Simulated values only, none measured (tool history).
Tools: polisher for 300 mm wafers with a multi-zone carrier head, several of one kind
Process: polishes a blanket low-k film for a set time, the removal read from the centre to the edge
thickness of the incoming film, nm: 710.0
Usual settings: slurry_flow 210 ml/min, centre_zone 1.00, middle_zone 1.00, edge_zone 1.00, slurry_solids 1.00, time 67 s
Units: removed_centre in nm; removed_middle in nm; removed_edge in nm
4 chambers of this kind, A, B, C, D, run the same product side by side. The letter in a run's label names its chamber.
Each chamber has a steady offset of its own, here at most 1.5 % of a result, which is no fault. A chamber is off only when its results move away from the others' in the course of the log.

{"run": "1C", "hour": 5.3, "slurry_flow": 210, "centre_zone": 1.0, "middle_zone": 1.0, "edge_zone": 1.0, "slurry_solids": 1.0, "time": 67, "removed_centre": 19.346, "removed_middle": 19.164, "removed_edge": 19.07}
{"hour": 5.4, "done": "chamber C: edge zone pressure recalibrated"}
{"run": "2A", "hour": 13.4, "slurry_flow": 210, "centre_zone": 1.0, "middle_zone": 1.0, "edge_zone": 1.0, "slurry_solids": 1.0, "time": 67, "removed_centre": 19.393, "removed_middle": 18.735, "removed_edge": 19.702}
{"hour": 13.8, "done": "chamber B: worn pad replaced by a new one"}
{"run": "3B", "hour": 19.9, "slurry_flow": 210, "centre_zone": 1.0, "middle_zone": 1.0, "edge_zone": 1.0, "slurry_solids": 1.0, "time": 67, "removed_centre": 19.502, "removed_middle": 19.674, "removed_edge": 19.529}
{"run": "4D", "hour": 28.7, "slurry_flow": 210, "centre_zone": 1.0, "middle_zone": 1.0, "edge_zone": 1.0, "slurry_solids": 1.0, "time": 67, "removed_centre": 19.456, "removed_middle": 19.325, "removed_edge": 19.334}
{"run": "5D", "hour": 36.8, "slurry_flow": 210, "centre_zone": 1.0, "middle_zone": 1.0, "edge_zone": 1.0, "slurry_solids": 1.0, "time": 67, "removed_centre": 19.338, "removed_middle": 19.299, "removed_edge": 19.539}
{"run": "6C", "hour": 42.8, "slurry_flow": 210, "centre_zone": 1.0, "middle_zone": 1.0, "edge_zone": 1.0, "slurry_solids": 1.0, "time": 81, "removed_centre": 23.134, "removed_middle": 23.34, "removed_edge": 23.431}
{"hour": 45.4, "done": "chamber D: slurry nozzle cleaned"}
{"hour": 46.1, "done": "chamber A: slurry nozzle cleaned"}
{"run": "7A", "hour": 51.0, "slurry_flow": 210, "centre_zone": 1.0, "middle_zone": 1.0, "edge_zone": 1.0, "slurry_solids": 1.0, "time": 81, "removed_centre": 23.684, "removed_middle": 22.993, "removed_edge": 23.236}
{"hour": 58.1, "done": "chamber A: worn pad replaced by a new one"}
{"run": "8B", "hour": 59.1, "slurry_flow": 210, "centre_zone": 1.0, "middle_zone": 1.0, "edge_zone": 1.0, "slurry_solids": 1.0, "time": 81, "removed_centre": 23.834, "removed_middle": 23.427, "removed_edge": 23.191}
{"run": "9B", "hour": 67.6, "slurry_flow": 210, "centre_zone": 1.0, "middle_zone": 1.0, "edge_zone": 1.0, "slurry_solids": 1.0, "time": 81, "removed_centre": 23.13, "removed_middle": 23.737, "removed_edge": 23.049}
{"hour": 72.1, "done": "chamber D: worn pad replaced by a new one"}
{"run": "10A", "hour": 75.4, "slurry_flow": 210, "centre_zone": 1.0, "middle_zone": 1.0, "edge_zone": 1.0, "slurry_solids": 1.0, "time": 67, "removed_centre": 19.316, "removed_middle": 19.174, "removed_edge": 19.017}
{"hour": 75.9, "done": "chamber B: worn pad replaced by a new one"}
{"run": "11D", "hour": 79.3, "slurry_flow": 210, "centre_zone": 1.0, "middle_zone": 1.0, "edge_zone": 1.0, "slurry_solids": 0.85, "time": 67, "removed_centre": 17.66, "removed_middle": 18.338, "removed_edge": 18.054}
{"hour": 79.9, "done": "chamber C: worn pad replaced by a new one"}
{"run": "12C", "hour": 87.4, "slurry_flow": 210, "centre_zone": 1.0, "middle_zone": 1.0, "edge_zone": 1.0, "slurry_solids": 0.85, "time": 67, "removed_centre": 18.187, "removed_middle": 18.331, "removed_edge": 17.468}
{"run": "13C", "hour": 91.4, "slurry_flow": 210, "centre_zone": 1.0, "middle_zone": 1.0, "edge_zone": 1.0, "slurry_solids": 0.85, "time": 67, "removed_centre": 17.743, "removed_middle": 18.112, "removed_edge": 17.739}
{"run": "14B", "hour": 97.4, "slurry_flow": 210, "centre_zone": 1.0, "middle_zone": 1.0, "edge_zone": 1.0, "slurry_solids": 0.85, "time": 67, "removed_centre": 18.051, "removed_middle": 18.056, "removed_edge": 18.428}
{"run": "15A", "hour": 105.4, "slurry_flow": 210, "centre_zone": 1.0, "middle_zone": 0.92, "edge_zone": 1.0, "slurry_solids": 1.25, "time": 67, "removed_centre": 21.348, "removed_middle": 19.58, "removed_edge": 21.673}
{"run": "16D", "hour": 111.2, "slurry_flow": 210, "centre_zone": 1.0, "middle_zone": 0.92, "edge_zone": 1.0, "slurry_solids": 1.25, "time": 67, "removed_centre": 21.248, "removed_middle": 20.02, "removed_edge": 21.153}
{"run": "17B", "hour": 115.8, "slurry_flow": 210, "centre_zone": 1.0, "middle_zone": 0.92, "edge_zone": 1.0, "slurry_solids": 1.25, "time": 67, "removed_centre": 21.587, "removed_middle": 19.576, "removed_edge": 21.322}
{"run": "18A", "hour": 122.9, "slurry_flow": 210, "centre_zone": 1.0, "middle_zone": 0.92, "edge_zone": 1.0, "slurry_solids": 1.25, "time": 67, "removed_centre": 21.131, "removed_middle": 19.495, "removed_edge": 21.238}
{"run": "19C", "hour": 130.2, "slurry_flow": 210, "centre_zone": 1.0, "middle_zone": 1.0, "edge_zone": 1.0, "slurry_solids": 1.0, "time": 67, "removed_centre": 19.608, "removed_middle": 18.772, "removed_edge": 19.491}
{"hour": 131.9, "done": "chamber B: worn pad replaced by a new one"}
{"run": "20D", "hour": 136.4, "slurry_flow": 210, "centre_zone": 1.0, "middle_zone": 1.0, "edge_zone": 1.0, "slurry_solids": 1.0, "time": 67, "removed_centre": 19.002, "removed_middle": 19.125, "removed_edge": 19.107}
{"run": "21A", "hour": 142.7, "slurry_flow": 210, "centre_zone": 1.0, "middle_zone": 1.0, "edge_zone": 1.06, "slurry_solids": 0.85, "time": 67, "removed_centre": 18.21, "removed_middle": 18.035, "removed_edge": 18.61}
{"run": "22D", "hour": 151.5, "slurry_flow": 210, "centre_zone": 1.0, "middle_zone": 1.0, "edge_zone": 1.06, "slurry_solids": 0.85, "time": 67, "removed_centre": 17.374, "removed_middle": 17.969, "removed_edge": 18.273}
{"hour": 157.0, "done": "chamber A: worn pad replaced by a new one"}
{"run": "23B", "hour": 159.2, "slurry_flow": 210, "centre_zone": 1.0, "middle_zone": 1.0, "edge_zone": 1.06, "slurry_solids": 0.85, "time": 67, "removed_centre": 18.407, "removed_middle": 18.182, "removed_edge": 18.708}
{"hour": 164.7, "done": "chamber D: worn pad replaced by a new one"}
{"hour": 167.4, "done": "chamber C: worn pad replaced by a new one"}
{"run": "24C", "hour": 168.1, "slurry_flow": 210, "centre_zone": 1.0, "middle_zone": 1.0, "edge_zone": 1.06, "slurry_solids": 0.85, "time": 67, "removed_centre": 17.562, "removed_middle": 17.787, "removed_edge": 18.353}
{"run": "25D", "hour": 176.4, "slurry_flow": 210, "centre_zone": 1.0, "middle_zone": 1.0, "edge_zone": 1.0, "slurry_solids": 1.0, "time": 67, "removed_centre": 19.369, "removed_middle": 19.256, "removed_edge": 19.477}
{"run": "26B", "hour": 183.9, "slurry_flow": 210, "centre_zone": 1.0, "middle_zone": 1.0, "edge_zone": 1.0, "slurry_solids": 1.0, "time": 67, "removed_centre": 19.135, "removed_middle": 19.506, "removed_edge": 19.519}
{"run": "27C", "hour": 189.3, "slurry_flow": 210, "centre_zone": 1.09, "middle_zone": 1.0, "edge_zone": 1.0, "slurry_solids": 1.0, "time": 67, "removed_centre": 21.004, "removed_middle": 19.294, "removed_edge": 19.089}
{"hour": 196.4, "done": "chamber D: centre zone pressure recalibrated"}
{"run": "28A", "hour": 198.3, "slurry_flow": 210, "centre_zone": 1.09, "middle_zone": 1.0, "edge_zone": 1.0, "slurry_solids": 1.0, "time": 67, "removed_centre": 21.023, "removed_middle": 19.398, "removed_edge": 19.275}
{"hour": 200.3, "done": "chamber B: worn pad replaced by a new one"}
{"run": "29A", "hour": 203.7, "slurry_flow": 210, "centre_zone": 1.09, "middle_zone": 1.0, "edge_zone": 1.0, "slurry_solids": 1.0, "time": 67, "removed_centre": 21.735, "removed_middle": 18.698, "removed_edge": 19.464}
{"run": "30B", "hour": 211.9, "slurry_flow": 210, "centre_zone": 1.09, "middle_zone": 1.0, "edge_zone": 1.0, "slurry_solids": 1.0, "time": 67, "removed_centre": 21.47, "removed_middle": 19.203, "removed_edge": 19.659}
{"run": "31D", "hour": 219.2, "slurry_flow": 210, "centre_zone": 1.0, "middle_zone": 1.0, "edge_zone": 1.0, "slurry_solids": 1.0, "time": 67, "removed_centre": 20.708, "removed_middle": 18.903, "removed_edge": 19.282}
{"run": "32C", "hour": 227.9, "slurry_flow": 210, "centre_zone": 1.0, "middle_zone": 1.0, "edge_zone": 1.0, "slurry_solids": 1.0, "time": 67, "removed_centre": 19.353, "removed_middle": 19.25, "removed_edge": 18.966}
{"run": "33B", "hour": 235.3, "slurry_flow": 235, "centre_zone": 1.05, "middle_zone": 1.0, "edge_zone": 1.0, "slurry_solids": 1.0, "time": 67, "removed_centre": 21.2, "removed_middle": 19.368, "removed_edge": 19.846}
{"run": "34C", "hour": 242.2, "slurry_flow": 235, "centre_zone": 1.05, "middle_zone": 1.0, "edge_zone": 1.0, "slurry_solids": 1.0, "time": 67, "removed_centre": 20.494, "removed_middle": 19.814, "removed_edge": 19.273}
{"run": "35D", "hour": 250.0, "slurry_flow": 235, "centre_zone": 1.05, "middle_zone": 1.0, "edge_zone": 1.0, "slurry_solids": 1.0, "time": 67, "removed_centre": 21.549, "removed_middle": 19.44, "removed_edge": 19.557}
{"run": "36A", "hour": 255.6, "slurry_flow": 235, "centre_zone": 1.05, "middle_zone": 1.0, "edge_zone": 1.0, "slurry_solids": 1.0, "time": 67, "removed_centre": 21.217, "removed_middle": 19.323, "removed_edge": 19.461}
{"hour": 262.0, "done": "chamber D: worn pad replaced by a new one"}
{"hour": 262.3, "done": "chamber B: worn pad replaced by a new one"}
{"run": "37A", "hour": 263.2, "slurry_flow": 210, "centre_zone": 1.0, "middle_zone": 1.0, "edge_zone": 1.0, "slurry_solids": 1.0, "time": 67, "removed_centre": 18.71, "removed_middle": 19.233, "removed_edge": 19.107}
{"hour": 270.6, "done": "chamber C: worn pad replaced by a new one"}
{"run": "38B", "hour": 270.8, "slurry_flow": 210, "centre_zone": 1.0, "middle_zone": 1.0, "edge_zone": 1.04, "slurry_solids": 1.0, "time": 67, "removed_centre": 19.68, "removed_middle": 19.482, "removed_edge": 19.825}
{"run": "39D", "hour": 275.4, "slurry_flow": 210, "centre_zone": 1.0, "middle_zone": 1.0, "edge_zone": 1.04, "slurry_solids": 1.0, "time": 67, "removed_centre": 20.468, "removed_middle": 19.303, "removed_edge": 19.588}
{"run": "40C", "hour": 283.8, "slurry_flow": 210, "centre_zone": 1.0, "middle_zone": 1.0, "edge_zone": 1.04, "slurry_solids": 1.0, "time": 67, "removed_centre": 19.039, "removed_middle": 19.244, "removed_edge": 19.492}
{"run": "41C", "hour": 291.9, "slurry_flow": 210, "centre_zone": 1.0, "middle_zone": 1.0, "edge_zone": 1.04, "slurry_solids": 1.0, "time": 67, "removed_centre": 18.793, "removed_middle": 19.384, "removed_edge": 19.656}
{"run": "42B", "hour": 296.9, "slurry_flow": 210, "centre_zone": 1.0, "middle_zone": 1.0, "edge_zone": 1.0, "slurry_solids": 1.0, "time": 67, "removed_centre": 19.402, "removed_middle": 19.068, "removed_edge": 19.172}
{"run": "43D", "hour": 305.9, "slurry_flow": 210, "centre_zone": 1.0, "middle_zone": 1.0, "edge_zone": 1.0, "slurry_solids": 1.0, "time": 67, "removed_centre": 20.002, "removed_middle": 19.539, "removed_edge": 19.397}

All 4 chambers run these settings next. Forecast each chamber's results:
{"run": "44A", "hour": 312.4, "slurry_flow": 210, "centre_zone": 1.0, "middle_zone": 1.0, "edge_zone": 1.0, "slurry_solids": 1.0, "time": 67, "removed_centre": "?", "removed_middle": "?", "removed_edge": "?"}
{"run": "44B", "hour": 312.4, "slurry_flow": 210, "centre_zone": 1.0, "middle_zone": 1.0, "edge_zone": 1.0, "slurry_solids": 1.0, "time": 67, "removed_centre": "?", "removed_middle": "?", "removed_edge": "?"}
{"run": "44C", "hour": 312.4, "slurry_flow": 210, "centre_zone": 1.0, "middle_zone": 1.0, "edge_zone": 1.0, "slurry_solids": 1.0, "time": 67, "removed_centre": "?", "removed_middle": "?", "removed_edge": "?"}
{"run": "44D", "hour": 312.4, "slurry_flow": 210, "centre_zone": 1.0, "middle_zone": 1.0, "edge_zone": 1.0, "slurry_solids": 1.0, "time": 67, "removed_centre": "?", "removed_middle": "?", "removed_edge": "?"}

run=44A removed_centre=19.095 removed_middle=19.473 removed_edge=19.447
run=44B removed_centre=19.424 removed_middle=19.240 removed_edge=19.367
run=44C removed_centre=19.213 removed_middle=19.401 removed_edge=19.406
run=44D removed_centre=20.644 removed_middle=19.524 removed_edge=19.438
